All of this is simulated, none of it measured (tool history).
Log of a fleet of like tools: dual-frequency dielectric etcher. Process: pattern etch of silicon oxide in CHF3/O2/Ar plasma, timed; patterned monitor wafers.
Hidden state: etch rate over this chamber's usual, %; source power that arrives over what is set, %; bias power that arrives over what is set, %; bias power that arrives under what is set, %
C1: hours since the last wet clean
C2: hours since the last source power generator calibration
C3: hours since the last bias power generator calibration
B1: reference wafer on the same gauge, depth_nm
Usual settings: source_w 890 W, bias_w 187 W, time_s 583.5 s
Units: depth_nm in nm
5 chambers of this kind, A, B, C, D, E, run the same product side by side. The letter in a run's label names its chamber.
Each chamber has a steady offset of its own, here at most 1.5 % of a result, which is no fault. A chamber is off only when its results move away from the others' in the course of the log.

{"run": "1E", "hour": 11.9, "source_w": 890, "bias_w": 187, "time_s": 583.5, "C1": 356, "C2": 2745.3, "C3": 1372.8, "B1": 1468.7, "depth_nm": 1373.1}
{"hour": 14.6, "done": "chamber A: wet clean of the chamber"}
{"run": "2B", "hour": 23.1, "source_w": 890, "bias_w": 187, "time_s": 583.5, "C1": 287.4, "C2": 830.3, "C3": 1063.2, "B1": 1469.8, "depth_nm": 1344.7}
{"run": "3C", "hour": 32.6, "source_w": 890, "bias_w": 187, "time_s": 583.5, "C1": 58.1, "C2": 1392.3, "C3": 600.6, "B1": 1469.8, "depth_nm": 1359.1}
{"run": "4A", "hour": 42.1, "source_w": 890, "bias_w": 187, "time_s": 583.5, "C1": 27.5, "C2": 562.9, "C3": 206.4, "B1": 1470.5, "depth_nm": 1344.8}
{"run": "5D", "hour": 48.1, "source_w": 770, "bias_w": 187, "time_s": 583.5, "C1": 325.6, "C2": 75.9, "C3": 269.7, "B1": 1470, "depth_nm": 1280.2}
{"run": "6C", "hour": 54.1, "source_w": 770, "bias_w": 187, "time_s": 583.5, "C1": 79.6, "C2": 1413.8, "C3": 622.1, "B1": 1469.4, "depth_nm": 1291}
{"run": "7B", "hour": 65.5, "source_w": 770, "bias_w": 187, "time_s": 583.5, "C1": 329.8, "C2": 872.7, "C3": 1105.6, "B1": 1469.1, "depth_nm": 1274.9}
{"run": "8E", "hour": 71.0, "source_w": 770, "bias_w": 187, "time_s": 583.5, "C1": 415.1, "C2": 2804.4, "C3": 1431.9, "B1": 1470, "depth_nm": 1295}
{"run": "9A", "hour": 77.5, "source_w": 770, "bias_w": 187, "time_s": 583.5, "C1": 62.9, "C2": 598.3, "C3": 241.8, "B1": 1468.8, "depth_nm": 1267.6}
{"run": "10D", "hour": 87.6, "source_w": 890, "bias_w": 225, "time_s": 527, "C1": 365.1, "C2": 115.4, "C3": 309.2, "B1": 1468.2, "depth_nm": 1298.5}
{"hour": 89.1, "done": "chamber E: wet clean of the chamber"}
{"run": "11A", "hour": 96.4, "source_w": 890, "bias_w": 225, "time_s": 527, "C1": 81.8, "C2": 617.2, "C3": 260.7, "B1": 1471.1, "depth_nm": 1292.2}
{"run": "12D", "hour": 107.3, "source_w": 890, "bias_w": 225, "time_s": 527, "C1": 384.8, "C2": 135.1, "C3": 328.9, "B1": 1469, "depth_nm": 1296.9}
{"run": "13C", "hour": 114.3, "source_w": 890, "bias_w": 225, "time_s": 527, "C1": 139.8, "C2": 1474, "C3": 682.3, "B1": 1471.1, "depth_nm": 1300.1}
{"run": "14E", "hour": 121.3, "source_w": 890, "bias_w": 225, "time_s": 527, "C1": 32.3, "C2": 2854.7, "C3": 1482.2, "B1": 1468.5, "depth_nm": 1329.7}
{"run": "15B", "hour": 131.5, "source_w": 890, "bias_w": 165, "time_s": 583.5, "C1": 395.8, "C2": 938.7, "C3": 1171.6, "B1": 1468.8, "depth_nm": 1307.3}
{"hour": 138.9, "done": "chamber D: wet clean of the chamber"}
{"run": "16B", "hour": 142.7, "source_w": 890, "bias_w": 165, "time_s": 583.5, "C1": 407, "C2": 949.9, "C3": 1182.8, "B1": 1468.9, "depth_nm": 1303.5}
{"hour": 142.9, "done": "chamber B: wet clean of the chamber"}
{"run": "17E", "hour": 152.0, "source_w": 890, "bias_w": 165, "time_s": 583.5, "C1": 63, "C2": 2885.4, "C3": 1512.9, "B1": 1471.8, "depth_nm": 1321.4}
{"run": "18C", "hour": 161.1, "source_w": 890, "bias_w": 165, "time_s": 583.5, "C1": 186.6, "C2": 1520.8, "C3": 729.1, "B1": 1469.5, "depth_nm": 1311.9}
{"run": "19D", "hour": 166.8, "source_w": 890, "bias_w": 165, "time_s": 583.5, "C1": 27.9, "C2": 194.6, "C3": 388.4, "B1": 1470.2, "depth_nm": 1285}
{"run": "20A", "hour": 175.0, "source_w": 890, "bias_w": 187, "time_s": 583.5, "C1": 160.4, "C2": 695.8, "C3": 339.3, "B1": 1470.5, "depth_nm": 1336.9}
{"run": "21E", "hour": 182.5, "source_w": 790, "bias_w": 170, "time_s": 583.5, "C1": 93.5, "C2": 2915.9, "C3": 1543.4, "B1": 1470.7, "depth_nm": 1270.8}
{"run": "22D", "hour": 188.2, "source_w": 790, "bias_w": 170, "time_s": 583.5, "C1": 49.3, "C2": 216, "C3": 409.8, "B1": 1470.2, "depth_nm": 1248.7}
{"run": "23C", "hour": 195.8, "source_w": 790, "bias_w": 170, "time_s": 583.5, "C1": 221.3, "C2": 1555.5, "C3": 763.8, "B1": 1469.1, "depth_nm": 1265.1}
{"run": "24A", "hour": 205.4, "source_w": 790, "bias_w": 170, "time_s": 583.5, "C1": 190.8, "C2": 726.2, "C3": 369.7, "B1": 1469, "depth_nm": 1257.1}
{"run": "25B", "hour": 215.5, "source_w": 790, "bias_w": 170, "time_s": 583.5, "C1": 72.7, "C2": 1022.7, "C3": 1255.6, "B1": 1469, "depth_nm": 1318.9}
{"run": "26E", "hour": 221.9, "source_w": 890, "bias_w": 187, "time_s": 583.5, "C1": 132.9, "C2": 2955.3, "C3": 1582.8, "B1": 1469, "depth_nm": 1374.5}
{"run": "27A", "hour": 230.7, "source_w": 890, "bias_w": 187, "time_s": 583.5, "C1": 216.1, "C2": 751.5, "C3": 395, "B1": 1469.7, "depth_nm": 1349.9}
{"run": "28B", "hour": 238.3, "source_w": 890, "bias_w": 187, "time_s": 583.5, "C1": 95.5, "C2": 1045.5, "C3": 1278.4, "B1": 1469.8, "depth_nm": 1411.3}
{"run": "29C", "hour": 247.7, "source_w": 820, "bias_w": 187, "time_s": 583.5, "C1": 273.2, "C2": 1607.4, "C3": 815.7, "B1": 1470.1, "depth_nm": 1327.2}
{"run": "30D", "hour": 254.5, "source_w": 820, "bias_w": 187, "time_s": 583.5, "C1": 115.6, "C2": 282.3, "C3": 476.1, "B1": 1471.5, "depth_nm": 1311.7}
{"run": "31A", "hour": 262.1, "source_w": 820, "bias_w": 187, "time_s": 583.5, "C1": 247.5, "C2": 782.9, "C3": 426.4, "B1": 1469.4, "depth_nm": 1311.1}
{"run": "32B", "hour": 271.4, "source_w": 820, "bias_w": 187, "time_s": 583.5, "C1": 128.6, "C2": 1078.6, "C3": 1311.5, "B1": 1470.3, "depth_nm": 1381.3}
{"run": "33E", "hour": 277.9, "source_w": 820, "bias_w": 187, "time_s": 583.5, "C1": 188.9, "C2": 3011.3, "C3": 1638.8, "B1": 1469.8, "depth_nm": 1333}

What goes on in this fleet: one chamber off, a drifting gauge, or nothing beyond the chambers' own small offsets? Name the chamber and the cause, if any.

A service left chamber B off against the others.
Cause: etch rate over this chamber's usual, % = 5.13.

Here are 4 candidates for chamber B's next run, each the usual settings with a change, their results left as question marks. Which one brings its results back in line with what the others give on the usual settings?
In line means no further than this from the other chambers' mean on the usual settings: depth_nm 23 nm
{"run": "34B-1", "hour": 286.5, "source_w": 950, "bias_w": 198, "time_s": 583.5, "depth_nm": "?"}
{"run": "34B-2", "hour": 286.5, "source_w": 890, "bias_w": 187, "time_s": 626.5, "depth_nm": "?"}
{"run": "34B-3", "hour": 286.5, "source_w": 880, "bias_w": 184, "time_s": 547, "depth_nm": "?"}
{"run": "34B-4", "hour": 286.5, "source_w": 890, "bias_w": 163, "time_s": 583.5, "depth_nm": "?"}

The other chambers' mean on the usual settings: depth_nm 1357.8 nm
run=34B-1 depth_nm=1479.7
run=34B-2 depth_nm=1520.1
run=34B-3 depth_nm=1314.4
run=34B-4 depth_nm=1353.4
34B-4 brings the chamber back in line.
